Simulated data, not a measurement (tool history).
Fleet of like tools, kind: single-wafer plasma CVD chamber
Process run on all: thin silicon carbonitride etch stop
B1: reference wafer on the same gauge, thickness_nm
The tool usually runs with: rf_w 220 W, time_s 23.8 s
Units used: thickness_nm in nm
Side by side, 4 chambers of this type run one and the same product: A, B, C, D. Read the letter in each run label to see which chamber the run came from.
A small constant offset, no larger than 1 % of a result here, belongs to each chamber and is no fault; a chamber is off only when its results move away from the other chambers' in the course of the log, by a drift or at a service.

run 1C hour=4.5 | rf_w=220 time_s=23.8 | B1=12.202 | thickness_nm=14.047
run 2D hour=8.8 | rf_w=220 time_s=23.8 | B1=12.204 | thickness_nm=13.914
run 3A hour=16.2 | rf_w=220 time_s=23.8 | B1=12.203 | thickness_nm=14.05
run 4B hour=22.1 | rf_w=220 time_s=23.8 | B1=12.191 | thickness_nm=13.983
run 5D hour=30.4 | rf_w=220 time_s=27.9 | B1=12.2 | thickness_nm=16.363
run 6C hour=36.1 | rf_w=220 time_s=27.9 | B1=12.202 | thickness_nm=16.449
run 7A hour=45.3 | rf_w=220 time_s=27.9 | B1=12.204 | thickness_nm=16.446
run 8B hour=52.4 | rf_w=220 time_s=27.9 | B1=12.201 | thickness_nm=16.233
run 9D hour=56.8 | rf_w=220 time_s=23.8 | B1=12.191 | thickness_nm=13.965
run 10C hour=61.4 | rf_w=220 time_s=23.8 | B1=12.2 | thickness_nm=14.041
run 11B hour=67 | rf_w=220 time_s=23.8 | B1=12.197 | thickness_nm=13.912
run 12A hour=72 | rf_w=255 time_s=19.9 | B1=12.199 | thickness_nm=12.22
run 13A hour=79.2 | rf_w=255 time_s=19.9 | B1=12.195 | thickness_nm=12.211
run 14D hour=85.2 | rf_w=255 time_s=19.9 | B1=12.198 | thickness_nm=12.143
run 15C hour=91.3 | rf_w=255 time_s=19.9 | B1=12.202 | thickness_nm=12.237
run 16B hour=100.2 | rf_w=220 time_s=23.8 | B1=12.202 | thickness_nm=13.881
run 17A hour=104.6 | rf_w=220 time_s=23.8 | B1=12.205 | thickness_nm=13.996
run 18C hour=111.9 | rf_w=220 time_s=23.8 | B1=12.207 | thickness_nm=14.091
run 19B hour=117.9 | rf_w=220 time_s=23.8 | B1=12.192 | thickness_nm=13.913
run 20D hour=123.3 | rf_w=220 time_s=23.8 | B1=12.201 | thickness_nm=13.917
run 21A hour=131 | rf_w=220 time_s=23.8 | B1=12.208 | thickness_nm=14.044
-- hour=134.6 chamber D: RF generator calibrated
run 22C hour=135.9 | rf_w=220 time_s=23.8 | B1=12.204 | thickness_nm=14.067
run 23B hour=142.8 | rf_w=250 time_s=23.8 | B1=12.199 | thickness_nm=14.493
run 24D hour=149.1 | rf_w=250 time_s=23.8 | B1=12.201 | thickness_nm=14.52
run 25B hour=156.4 | rf_w=250 time_s=23.8 | B1=12.206 | thickness_nm=14.392
run 26A hour=164 | rf_w=250 time_s=23.8 | B1=12.205 | thickness_nm=14.519
run 27D hour=171.8 | rf_w=245 time_s=19.4 | B1=12.189 | thickness_nm=11.724
run 28C hour=179.6 | rf_w=245 time_s=19.4 | B1=12.199 | thickness_nm=11.833
run 29A hour=188.5 | rf_w=245 time_s=19.4 | B1=12.201 | thickness_nm=11.771
run 30C hour=195.9 | rf_w=245 time_s=19.4 | B1=12.204 | thickness_nm=11.854
run 31B hour=203.2 | rf_w=220 time_s=23.8 | B1=12.207 | thickness_nm=13.937
run 32D hour=209.2 | rf_w=220 time_s=23.8 | B1=12.198 | thickness_nm=13.929
run 33B hour=217.5 | rf_w=240 time_s=23.8 | B1=12.193 | thickness_nm=14.322
run 34D hour=225.8 | rf_w=240 time_s=23.8 | B1=12.203 | thickness_nm=14.27
run 35A hour=230.8 | rf_w=240 time_s=23.8 | B1=12.198 | thickness_nm=14.361
run 36C hour=236.4 | rf_w=240 time_s=23.8 | B1=12.195 | thickness_nm=14.499

Does one chamber stand apart from the rest, does the shared gauge drift, or is all well apart from small per-chamber offsets? Give the chamber and the most likely cause, where there is one.

No chamber stands off beyond its own small offset, and the gauge holds steady.

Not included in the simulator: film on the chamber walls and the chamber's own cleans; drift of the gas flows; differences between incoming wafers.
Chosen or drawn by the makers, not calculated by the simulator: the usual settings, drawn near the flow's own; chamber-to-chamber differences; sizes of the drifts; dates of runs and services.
